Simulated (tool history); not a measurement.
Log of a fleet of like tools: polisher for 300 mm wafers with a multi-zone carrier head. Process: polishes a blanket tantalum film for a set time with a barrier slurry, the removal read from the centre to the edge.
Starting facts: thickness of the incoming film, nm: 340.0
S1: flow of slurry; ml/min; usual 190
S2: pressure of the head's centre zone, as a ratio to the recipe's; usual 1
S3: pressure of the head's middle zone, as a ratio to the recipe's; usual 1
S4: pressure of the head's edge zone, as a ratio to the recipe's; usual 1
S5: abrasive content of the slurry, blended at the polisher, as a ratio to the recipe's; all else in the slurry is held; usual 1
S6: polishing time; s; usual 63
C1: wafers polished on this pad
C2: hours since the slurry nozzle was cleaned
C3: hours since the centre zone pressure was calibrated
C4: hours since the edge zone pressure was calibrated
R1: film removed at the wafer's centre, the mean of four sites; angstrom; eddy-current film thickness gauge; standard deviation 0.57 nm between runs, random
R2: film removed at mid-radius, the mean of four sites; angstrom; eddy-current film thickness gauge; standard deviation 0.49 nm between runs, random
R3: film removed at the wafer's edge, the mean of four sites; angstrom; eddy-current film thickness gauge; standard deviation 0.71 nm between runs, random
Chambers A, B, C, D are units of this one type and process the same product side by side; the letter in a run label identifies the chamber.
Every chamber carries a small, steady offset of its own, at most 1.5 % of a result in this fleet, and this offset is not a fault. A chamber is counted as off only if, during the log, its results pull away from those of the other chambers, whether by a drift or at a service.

run	hour	S1	S2	S3	S4	S5	S6	C1	C2	C3	C4	R1	R2	R3
1B	3.7	190	1	1	1	1	63	237	483	577.2	107	610.07	602.72	582.72
2A	6.3	190	1	1	1	1	63	387	172.1	74.1	568.2	600.8	592.28	596.02
3D	10.7	190	1	1	1	1	63	1240	304.9	361	231	578.79	604.29	586.77
4C	14.2	190	1	1	1	1	63	443	17.8	122.9	1013	593.71	593.9	587.67
5A	16.5	190	1	1	1	1	63	492	182.3	84.3	578.4	603.74	589.78	605.35
6C	20.9	190	1	1	1	1	63	512	24.5	129.6	1019.7	593.16	589.91	585.11
# hour 22.1: chamber D: worn pad replaced by a new one
7B	24.1	190	1	1	1.1	1.1	63	447	503.4	597.6	127.4	604.18	603.96	616.69
8D	27.7	190	1	1	1.1	1.1	63	57	321.9	378	248	607.59	610.32	650.34
9B	30	190	1	1	1.1	1.1	63	507	509.3	603.5	133.3	600.99	597.34	634.68
# hour 30.7: chamber A: worn pad replaced by a new one
10C	32.1	190	1	1	1.1	1.1	63	627	35.7	140.8	1030.9	596.71	613.69	638.27
11D	36.4	190	1	1	1	1	63	147	330.6	386.7	256.7	600.4	601.88	588.87
12A	39.8	190	1	1	1	1	63	94	205.6	107.6	601.7	611.61	594.33	583.87
13B	42.5	190	1	1	1	1	63	636	521.8	616	145.8	573.22	578.65	565.54
14D	45.5	190	1	1	1	1	63	240	339.7	395.8	265.8	602.58	594.62	580.87
15C	49.6	190	1	1	1	0.75	63	807	53.2	158.3	1048.4	533.89	539.64	546.61
16A	54.2	190	1	1	1	0.75	63	242	220	122	616.1	560.75	533.59	535.21
# hour 54.3: chamber A: slurry nozzle cleaned
17D	56.6	190	1	1	1	0.75	63	355	350.8	406.9	276.9	543.04	541.02	533.45
18A	60.9	190	1	1	1	0.75	63	311	6.6	128.7	622.8	552.56	538.87	544.22
19B	64.1	190	1	1	1	1	63	858	543.4	637.6	167.4	556.04	554.52	551.52
20C	67.8	190	1	1	1	1	63	994	71.4	176.5	1066.6	592	586.39	601.3
# hour 68.5: chamber C: worn pad replaced by a new one
21C	70.9	190	1	1	1	1	63	24	74.5	179.6	1069.7	586.8	598.37	596.08
22D	74.2	190	1	1	1	1	63	536	368.4	424.5	294.5	589.34	598.38	594.12
23B	78.7	190	1	1	1	1	63	1008	558	652.2	182	550.94	550.07	535.07
24A	82.8	190	0.9	1	1.11	1	63	537	28.5	150.6	644.7	538.83	589.3	630.51
25B	84.9	190	0.9	1	1.11	1	63	1072	564.2	658.4	188.2	481.98	539.08	556.29
26A	87.3	190	0.9	1	1.11	1	63	583	33	155.1	649.2	545.77	585.34	635.5
27D	90.7	190	0.9	1	1.11	1	63	706	384.9	441	311	525.88	590.38	626.4

Each of the 4 chambers runs these same settings next. Fill in every chamber's results:
28A	94	190	1	1	1	1	75					?	?	?
28B	94	190	1	1	1	1	75					?	?	?
28C	94	190	1	1	1	1	75					?	?	?
28D	94	190	1	1	1	1	75					?	?	?

run	R1	R2	R3
28A	730.02	701.47	705.95
28B	637.48	630.97	627.46
28C	699.47	709.06	708.58
28D	719.86	714.86	701.01

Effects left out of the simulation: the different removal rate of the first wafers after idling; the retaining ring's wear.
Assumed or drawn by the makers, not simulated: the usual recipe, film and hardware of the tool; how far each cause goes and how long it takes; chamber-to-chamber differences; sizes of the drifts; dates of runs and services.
